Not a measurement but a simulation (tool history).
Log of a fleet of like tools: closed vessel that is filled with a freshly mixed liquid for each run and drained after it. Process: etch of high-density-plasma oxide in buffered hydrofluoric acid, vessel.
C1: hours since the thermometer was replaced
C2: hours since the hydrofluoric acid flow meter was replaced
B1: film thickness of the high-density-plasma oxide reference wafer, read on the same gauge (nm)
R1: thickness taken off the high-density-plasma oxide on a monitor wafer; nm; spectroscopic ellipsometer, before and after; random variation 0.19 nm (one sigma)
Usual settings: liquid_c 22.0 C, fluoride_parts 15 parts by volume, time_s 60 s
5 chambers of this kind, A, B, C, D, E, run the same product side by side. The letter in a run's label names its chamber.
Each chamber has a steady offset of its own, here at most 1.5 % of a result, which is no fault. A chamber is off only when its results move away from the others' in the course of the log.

-- hour=10.6 chamber E: thermometer replaced
run 1B hour=14.9 | liquid_c=22.0 fluoride_parts=15 time_s=60 | C1=790.6 C2=252.5 | B1=149.99 | R1=48.853
run 2C hour=26.9 | liquid_c=22.0 fluoride_parts=15 time_s=60 | C1=701.3 C2=363.6 | B1=150.02 | R1=49.170
run 3D hour=37.2 | liquid_c=22.0 fluoride_parts=15 time_s=60 | C1=1422.0 C2=616.8 | B1=150.00 | R1=49.804
run 4A hour=47.3 | liquid_c=22.0 fluoride_parts=15 time_s=60 | C1=832.2 C2=156.0 | B1=150.02 | R1=48.772
run 5E hour=55.0 | liquid_c=22.0 fluoride_parts=15 time_s=60 | C1=44.5 C2=1297.2 | B1=150.00 | R1=48.956
run 6A hour=63.8 | liquid_c=22.0 fluoride_parts=15 time_s=60 | C1=848.7 C2=172.5 | B1=150.01 | R1=48.873
run 7C hour=75.7 | liquid_c=22.0 fluoride_parts=15 time_s=60 | C1=750.1 C2=412.4 | B1=149.99 | R1=48.766
-- hour=81.1 chamber D: hydrofluoric acid flow meter replaced
run 8E hour=87.3 | liquid_c=22.0 fluoride_parts=15 time_s=60 | C1=76.8 C2=1329.5 | B1=149.99 | R1=48.930
run 9B hour=101.6 | liquid_c=22.0 fluoride_parts=15 time_s=60 | C1=877.3 C2=339.2 | B1=150.00 | R1=48.827
run 10D hour=112.7 | liquid_c=22.0 fluoride_parts=13 time_s=60 | C1=1497.5 C2=31.7 | B1=150.00 | R1=56.759
run 11C hour=127.4 | liquid_c=22.0 fluoride_parts=13 time_s=60 | C1=801.8 C2=464.1 | B1=150.00 | R1=56.250
run 12E hour=139.2 | liquid_c=22.0 fluoride_parts=13 time_s=60 | C1=128.7 C2=1381.4 | B1=150.00 | R1=56.373
run 13D hour=148.7 | liquid_c=22.0 fluoride_parts=13 time_s=60 | C1=1533.5 C2=67.7 | B1=150.00 | R1=56.790
run 14A hour=157.0 | liquid_c=22.0 fluoride_parts=13 time_s=60 | C1=941.9 C2=265.7 | B1=150.01 | R1=56.527
run 15B hour=169.3 | liquid_c=22.0 fluoride_parts=15 time_s=60 | C1=945.0 C2=406.9 | B1=150.00 | R1=48.916
run 16B hour=177.5 | liquid_c=22.0 fluoride_parts=15 time_s=60 | C1=953.2 C2=415.1 | B1=149.97 | R1=49.162
run 17C hour=186.7 | liquid_c=22.0 fluoride_parts=15 time_s=60 | C1=861.1 C2=523.4 | B1=150.02 | R1=48.398
run 18E hour=196.2 | liquid_c=22.0 fluoride_parts=15 time_s=60 | C1=185.7 C2=1438.4 | B1=150.00 | R1=48.948
run 19A hour=205.7 | liquid_c=22.0 fluoride_parts=15 time_s=60 | C1=990.6 C2=314.4 | B1=150.01 | R1=49.250
run 20D hour=212.5 | liquid_c=22.0 fluoride_parts=15 time_s=60 | C1=1597.3 C2=131.5 | B1=150.00 | R1=49.624
-- hour=220.8 chamber D: thermometer replaced
run 21D hour=221.2 | liquid_c=22.0 fluoride_parts=15 time_s=60 | C1=0.4 C2=140.2 | B1=150.01 | R1=49.427
run 22C hour=231.6 | liquid_c=22.0 fluoride_parts=13 time_s=60 | C1=906.0 C2=568.3 | B1=149.99 | R1=55.255
run 23B hour=240.8 | liquid_c=22.0 fluoride_parts=13 time_s=60 | C1=1016.5 C2=478.4 | B1=149.99 | R1=56.488
run 24A hour=248.5 | liquid_c=22.0 fluoride_parts=13 time_s=60 | C1=1033.4 C2=357.2 | B1=150.01 | R1=56.712
run 25E hour=260.5 | liquid_c=22.0 fluoride_parts=13 time_s=60 | C1=250.0 C2=1502.7 | B1=150.02 | R1=56.342
-- hour=273.1 chamber B: hydrofluoric acid flow meter replaced
run 26A hour=275.1 | liquid_c=22.0 fluoride_parts=13 time_s=60 | C1=1060.0 C2=383.8 | B1=149.99 | R1=56.653
run 27D hour=282.3 | liquid_c=22.0 fluoride_parts=15 time_s=60 | C1=61.5 C2=201.3 | B1=150.03 | R1=50.031
run 28C hour=293.4 | liquid_c=22.0 fluoride_parts=15 time_s=60 | C1=967.8 C2=630.1 | B1=150.02 | R1=47.812
run 29B hour=301.8 | liquid_c=22.0 fluoride_parts=15 time_s=35 | C1=1077.5 C2=28.7 | B1=149.99 | R1=28.437
run 30E hour=314.7 | liquid_c=22.0 fluoride_parts=15 time_s=35 | C1=304.2 C2=1556.9 | B1=150.01 | R1=28.486

Next, every chamber runs the same settings. What will each give?
run 31A hour=325.5 | liquid_c=24.5 fluoride_parts=15 time_s=60 | R1=?
run 31B hour=325.5 | liquid_c=24.5 fluoride_parts=15 time_s=60 | R1=?
run 31C hour=325.5 | liquid_c=24.5 fluoride_parts=15 time_s=60 | R1=?
run 31D hour=325.5 | liquid_c=24.5 fluoride_parts=15 time_s=60 | R1=?
run 31E hour=325.5 | liquid_c=24.5 fluoride_parts=15 time_s=60 | R1=?

run=31A R1=55.834
run=31B R1=55.937
run=31C R1=54.221
run=31D R1=56.633
run=31E R1=56.179
